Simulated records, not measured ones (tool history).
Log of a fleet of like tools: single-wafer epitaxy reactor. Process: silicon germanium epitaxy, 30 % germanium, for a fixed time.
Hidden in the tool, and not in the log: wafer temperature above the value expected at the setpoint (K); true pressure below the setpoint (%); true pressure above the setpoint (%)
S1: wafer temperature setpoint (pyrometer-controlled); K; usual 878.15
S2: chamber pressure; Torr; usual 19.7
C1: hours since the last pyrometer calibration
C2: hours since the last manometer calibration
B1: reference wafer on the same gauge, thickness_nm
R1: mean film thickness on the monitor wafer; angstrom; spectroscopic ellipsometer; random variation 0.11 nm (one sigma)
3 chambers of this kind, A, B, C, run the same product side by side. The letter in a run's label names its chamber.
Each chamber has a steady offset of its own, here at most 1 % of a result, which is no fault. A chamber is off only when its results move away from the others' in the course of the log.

| run | hour | S1 | S2 | C1 | C2 | B1 | R1 |
|---|---|---|---|---|---|---|---|
| 1C | 8.2 | 878.15 | 19.7 | 1553.5 | 1995.6 | 54.609 | 640.81 |
| 2A | 16.5 | 878.15 | 19.7 | 1052.5 | 2224.8 | 54.605 | 641.47 |
| 3B | 26 | 878.15 | 19.7 | 615.1 | 515 | 54.623 | 638.64 |
| 4A | 32.6 | 878.15 | 19.7 | 1068.6 | 2240.9 | 54.611 | 642.02 |
| 5B | 41.3 | 878.15 | 19.7 | 630.4 | 530.3 | 54.635 | 635.18 |
| 6C | 50.3 | 869.15 | 21.3 | 1595.6 | 2037.7 | 54.657 | 561.46 |
|  | 55.3 | chamber C: capacitance manometer re-zeroed and calibrated |
| 7C | 59.6 | 869.15 | 21.3 | 1604.9 | 4.3 | 54.661 | 560.67 |
| 8A | 66.3 | 869.15 | 21.3 | 1102.3 | 2274.6 | 54.668 | 563.93 |
| 9B | 77.9 | 878.15 | 19.7 | 667 | 566.9 | 54.698 | 637.54 |
| 10C | 83.8 | 878.15 | 19.7 | 1629.1 | 28.5 | 54.678 | 641.49 |
| 11A | 95.3 | 878.15 | 19.7 | 1131.3 | 2303.6 | 54.699 | 642.2 |
| 12B | 105.1 | 878.15 | 19.7 | 694.2 | 594.1 | 54.685 | 639.29 |
| 13B | 116.6 | 878.15 | 19.7 | 705.7 | 605.6 | 54.719 | 639.3 |
| 14A | 127 | 871.15 | 24.3 | 1163 | 2335.3 | 54.726 | 617.07 |
| 15C | 138.6 | 871.15 | 24.3 | 1683.9 | 83.3 | 54.761 | 616.56 |
| 16A | 146.1 | 871.15 | 24.3 | 1182.1 | 2354.4 | 54.758 | 617.77 |
| 17B | 153.4 | 878.15 | 19.7 | 742.5 | 642.4 | 54.752 | 636.98 |
| 18C | 163.2 | 878.15 | 19.7 | 1708.5 | 107.9 | 54.753 | 643.37 |
| 19B | 168.4 | 878.15 | 19.7 | 757.5 | 657.4 | 54.794 | 638.83 |
|  | 169.4 | chamber A: capacitance manometer re-zeroed and calibrated |
| 20C | 179.3 | 878.15 | 19.7 | 1724.6 | 124 | 54.804 | 641.49 |
| 21A | 184.5 | 878.15 | 19.7 | 1220.5 | 15.1 | 54.803 | 646.28 |
| 22A | 192 | 878.15 | 19.7 | 1228 | 22.6 | 54.798 | 645.16 |
| 23B | 202.1 | 878.15 | 19.7 | 791.2 | 691.1 | 54.792 | 641.82 |
| 24C | 209.6 | 878.15 | 19.7 | 1754.9 | 154.3 | 54.822 | 642.22 |
| 25B | 219 | 878.15 | 19.7 | 808.1 | 708 | 54.835 | 638.68 |
| 26A | 224.7 | 878.15 | 19.7 | 1260.7 | 55.3 | 54.822 | 647.03 |
| 27C | 231.5 | 878.15 | 19.7 | 1776.8 | 176.2 | 54.835 | 645.58 |
| 28B | 241.1 | 878.15 | 19.7 | 830.2 | 730.1 | 54.843 | 640.14 |
| 29A | 248.1 | 878.15 | 21.6 | 1284.1 | 78.7 | 54.846 | 670.08 |
| 30C | 257.3 | 878.15 | 21.6 | 1802.6 | 202 | 54.853 | 666.39 |
| 31B | 266.6 | 878.15 | 21.6 | 855.7 | 755.6 | 54.855 | 664.65 |
| 32A | 273 | 878.15 | 19.7 | 1309 | 103.6 | 54.883 | 646.98 |
| 33C | 281.3 | 878.15 | 19.7 | 1826.6 | 226 | 54.887 | 644.56 |
| 34A | 291.1 | 873.15 | 19.7 | 1327.1 | 121.7 | 54.904 | 589.33 |
| 35C | 300.2 | 873.15 | 19.7 | 1845.5 | 244.9 | 54.938 | 589.74 |
| 36B | 307.2 | 873.15 | 19.7 | 896.3 | 796.2 | 54.904 | 585.96 |
| 37C | 316.6 | 869.15 | 17.7 | 1861.9 | 261.3 | 54.913 | 522.82 |
| 38A | 327.9 | 869.15 | 17.7 | 1363.9 | 158.5 | 54.936 | 524.85 |
| 39B | 333.9 | 869.15 | 17.7 | 923 | 822.9 | 54.934 | 523.34 |
| 40A | 345.1 | 878.15 | 19.7 | 1381.1 | 175.7 | 54.984 | 647.31 |
| 41B | 351.9 | 878.15 | 19.7 | 941 | 840.9 | 54.962 | 638.31 |
| 42C | 358 | 878.15 | 19.7 | 1903.3 | 302.7 | 54.98 | 644.79 |
| 43B | 364 | 878.15 | 19.7 | 953.1 | 853 | 54.976 | 641.42 |

What goes on in this fleet: one chamber off, a drifting gauge, or nothing beyond the chambers' own small offsets? Name the chamber and the cause, if any.

The gauge drifts, so all chambers seem to drift together. No chamber is off.
Cause: gauge reads high (%) = 0.693.
